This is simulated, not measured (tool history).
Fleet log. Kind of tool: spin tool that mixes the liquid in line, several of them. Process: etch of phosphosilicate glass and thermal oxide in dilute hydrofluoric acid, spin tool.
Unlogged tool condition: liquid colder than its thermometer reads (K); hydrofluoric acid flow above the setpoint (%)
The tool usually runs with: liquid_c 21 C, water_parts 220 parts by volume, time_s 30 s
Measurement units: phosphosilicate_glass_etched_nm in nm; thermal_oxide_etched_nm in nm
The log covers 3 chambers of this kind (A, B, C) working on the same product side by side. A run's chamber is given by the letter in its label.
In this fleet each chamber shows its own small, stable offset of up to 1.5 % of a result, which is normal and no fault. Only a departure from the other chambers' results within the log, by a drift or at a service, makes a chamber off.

run,hour,liquid_c,water_parts,time_s,hours since the thermometer was replaced,hours since the hydrofluoric acid flow meter was replaced,"read-back film thickness of the phosphosilicate glass reference wafer, read on the same gauge (nm)","read-back film thickness of the thermal oxide reference wafer, read on the same gauge (nm)",phosphosilicate_glass_etched_nm,thermal_oxide_etched_nm
1A,6.2,21,220,30,1382.6,1970.8,29.997,39.966,21.370,0.47746
# hour 13.2: chamber C: thermometer replaced
2B,16.1,21,220,30,1093.4,86.3,30.013,40.009,21.026,0.49116
3C,20.7,21,220,30,7.6,121.9,30.001,39.986,21.407,0.47396
4A,29.3,21,220,30,1405.7,1993.9,30.005,39.972,21.225,0.51566
5C,35.4,21,220,30,22.3,136.6,29.996,39.992,21.298,0.47947
6B,40.6,21,220,30,1117.9,110.8,29.996,39.977,20.853,0.44260
7C,48.6,21,220,30,35.5,149.8,29.995,39.989,21.294,0.45081
8A,54.0,21,220,30,1430.4,2018.6,29.979,39.964,21.160,0.48689
9B,60.3,21,220,30,1137.6,130.5,30.004,40.053,21.003,0.48655
10A,64.9,21,220,30,1441.3,2029.5,30.025,40.025,21.243,0.53124
11C,72.5,21,220,30,59.4,173.7,30.002,40.006,21.223,0.45311
12B,81.7,21,220,30,1159.0,151.9,29.998,40.032,21.271,0.48783
13A,86.8,21,220,30,1463.2,2051.4,30.000,40.050,21.377,0.49061
14B,92.9,21,220,30,1170.2,163.1,29.996,40.001,21.151,0.46072
15C,98.7,21,220,30,85.6,199.9,30.023,40.029,21.302,0.49669
16B,107.0,17,150,30,1184.3,177.2,29.998,40.002,28.193,0.63993
17A,115.6,17,150,30,1492.0,2080.2,30.007,40.005,28.294,0.68503
18C,121.4,17,150,30,108.3,222.6,29.985,40.002,28.314,0.61333
19B,130.9,21,220,30,1208.2,201.1,30.009,39.978,21.200,0.49199
20C,137.1,21,220,30,124.0,238.3,30.012,39.980,21.309,0.48619
21A,143.1,21,220,30,1519.5,2107.7,30.024,40.013,21.273,0.47833
22A,152.5,21,220,30,1528.9,2117.1,30.001,39.974,21.067,0.49757
23C,157.8,21,220,30,144.7,259.0,29.961,39.990,21.230,0.45683
# hour 162.5: chamber B: thermometer replaced
24B,166.6,21,220,30,4.1,236.8,29.989,39.999,20.867,0.45612
25A,175.8,21,220,30,1552.2,2140.4,30.013,39.980,21.258,0.49266
26C,184.3,21,220,30,171.2,285.5,29.997,40.049,21.321,0.48139
27B,194.1,21,220,30,31.6,264.3,30.017,39.974,21.341,0.47730

Decide between three cases: one chamber stands off from its peers, the gauge reading all wafers drifts, or nothing is wrong past each chamber's small offset. Where a chamber is off, say which and what most likely put it there.

No chamber is off and the gauge is stable; the differences are just each chamber's small, constant offset.

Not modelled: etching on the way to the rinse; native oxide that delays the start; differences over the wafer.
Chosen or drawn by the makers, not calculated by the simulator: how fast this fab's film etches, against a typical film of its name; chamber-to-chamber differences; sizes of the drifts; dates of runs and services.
